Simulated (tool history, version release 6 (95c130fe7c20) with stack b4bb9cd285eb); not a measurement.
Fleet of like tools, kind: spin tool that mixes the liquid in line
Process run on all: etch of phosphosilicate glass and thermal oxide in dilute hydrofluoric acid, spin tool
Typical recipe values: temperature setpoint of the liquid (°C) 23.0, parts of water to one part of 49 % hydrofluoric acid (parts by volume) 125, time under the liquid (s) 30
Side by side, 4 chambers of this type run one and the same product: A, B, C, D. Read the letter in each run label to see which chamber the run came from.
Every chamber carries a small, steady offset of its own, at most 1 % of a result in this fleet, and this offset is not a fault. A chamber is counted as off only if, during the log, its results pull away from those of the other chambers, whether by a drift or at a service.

run   hour  temperature setpoint of the liquid (°C)  parts of water to one part of 49 % hydrofluoric acid (parts by volume)  time under the liquid (s)  read-back film thickness of the phosphosilicate glass reference wafer, read on the same gauge (nm)  read-back film thickness of the thermal oxide reference wafer, read on the same gauge (nm)  thickness taken off the phosphosilicate glass on a monitor wafer (Å)  thickness taken off the thermal oxide on a monitor wafer (Å)
 1D    6.5                                     23.0                                                                     125                         30                                                                                              119.99                                                                                      69.972                                                                227.84                                                        9.5844
 2C   13.4                                     23.0                                                                     125                         30                                                                                              120.01                                                                                      70.011                                                                234.86                                                       10.1080
 3B   23.2                                     23.0                                                                     125                         30                                                                                              120.01                                                                                      69.994                                                                234.21                                                       10.0650
 4A   31.0                                     23.0                                                                     125                         30                                                                                              120.02                                                                                      70.028                                                                231.89                                                        9.6820
 5A   39.6                                     27.5                                                                     155                         30                                                                                              120.02                                                                                      69.996                                                                210.90                                                        8.9838
 6B   48.5                                     27.5                                                                     155                         30                                                                                              119.99                                                                                      70.012                                                                215.48                                                        9.3737
 7D   58.6                                     27.5                                                                     155                         30                                                                                              120.00                                                                                      70.010                                                                211.53                                                        9.3837
 8C   70.5                                     27.5                                                                     155                         30                                                                                              119.97                                                                                      69.980                                                                214.25                                                        9.7221
 9B   80.4                                     23.0                                                                     125                         30                                                                                              120.03                                                                                      70.012                                                                228.08                                                        9.9228
      84.9  -- chamber D: thermometer replaced
10D   89.0                                     23.0                                                                     125                         30                                                                                              119.97                                                                                      70.003                                                                234.17                                                       10.2840
11C   98.0                                     23.0                                                                     125                         30                                                                                              120.00                                                                                      69.988                                                                229.56                                                       10.1530
12A  107.1                                     23.0                                                                     125                         30                                                                                              120.03                                                                                      69.980                                                                231.64                                                        9.9750
13A  112.8                                     23.0                                                                     125                         30                                                                                              119.98                                                                                      69.983                                                                229.78                                                        9.5146
14D  124.0                                     23.0                                                                      80                         30                                                                                              120.01                                                                                      69.992                                                                385.05                                                       15.9780
15B  132.7                                     23.0                                                                      80                         30                                                                                              120.00                                                                                      69.997                                                                385.99                                                       16.8620
16C  141.2                                     23.0                                                                      80                         30                                                                                              119.99                                                                                      70.017                                                                383.47                                                       18.8020
17D  149.3                                     23.0                                                                      80                         30                                                                                              120.01                                                                                      69.998                                                                371.84                                                       16.4230
18A  155.1                                     23.0                                                                     125                         30                                                                                              119.99                                                                                      69.996                                                                231.05                                                        9.3147
19C  163.8                                     23.0                                                                     125                         30                                                                                              120.04                                                                                      70.010                                                                230.62                                                        9.8555
20B  174.7                                     21.0                                                                     125                         30                                                                                              120.02                                                                                      70.009                                                                214.52                                                        9.2339
21A  182.3                                     21.0                                                                     125                         30                                                                                              120.02                                                                                      69.996                                                                213.46                                                        9.4054
22D  188.8                                     21.0                                                                     125                         30                                                                                              119.96                                                                                      69.988                                                                212.67                                                        9.7506
23B  199.6                                     21.0                                                                     125                         30                                                                                              120.01                                                                                      69.968                                                                213.81                                                        9.2785
24C  207.4                                     23.0                                                                     125                         30                                                                                              120.00                                                                                      70.021                                                                231.16                                                        9.9462
25A  219.1                                     23.0                                                                     125                         30                                                                                              120.01                                                                                      69.993                                                                227.91                                                       10.3380
26D  226.4                                     23.0                                                                     125                         30                                                                                              120.03                                                                                      69.993                                                                231.82                                                        9.4963
27B  238.2                                     23.0                                                                     125                         30                                                                                              120.01                                                                                      70.019                                                                231.72                                                       10.4850
28C  249.8                                     23.0                                                                     125                         30                                                                                              120.03                                                                                      70.004                                                                230.29                                                       11.0380
29A  256.7                                     23.0                                                                     125                         30                                                                                              119.99                                                                                      70.011                                                                228.39                                                       10.2100
30B  263.9                                     23.0                                                                     125                         30                                                                                              120.02                                                                                      70.027                                                                229.35                                                       10.2280

Read the log: is a single chamber off, either drifting away or since a service, is the gauge that measures every chamber drifting, or is nothing wrong beyond small per-chamber offsets? Name any odd chamber and what most likely caused it.

The fleet is healthy, with each chamber sitting at its usual small offset and no drift in the gauge.
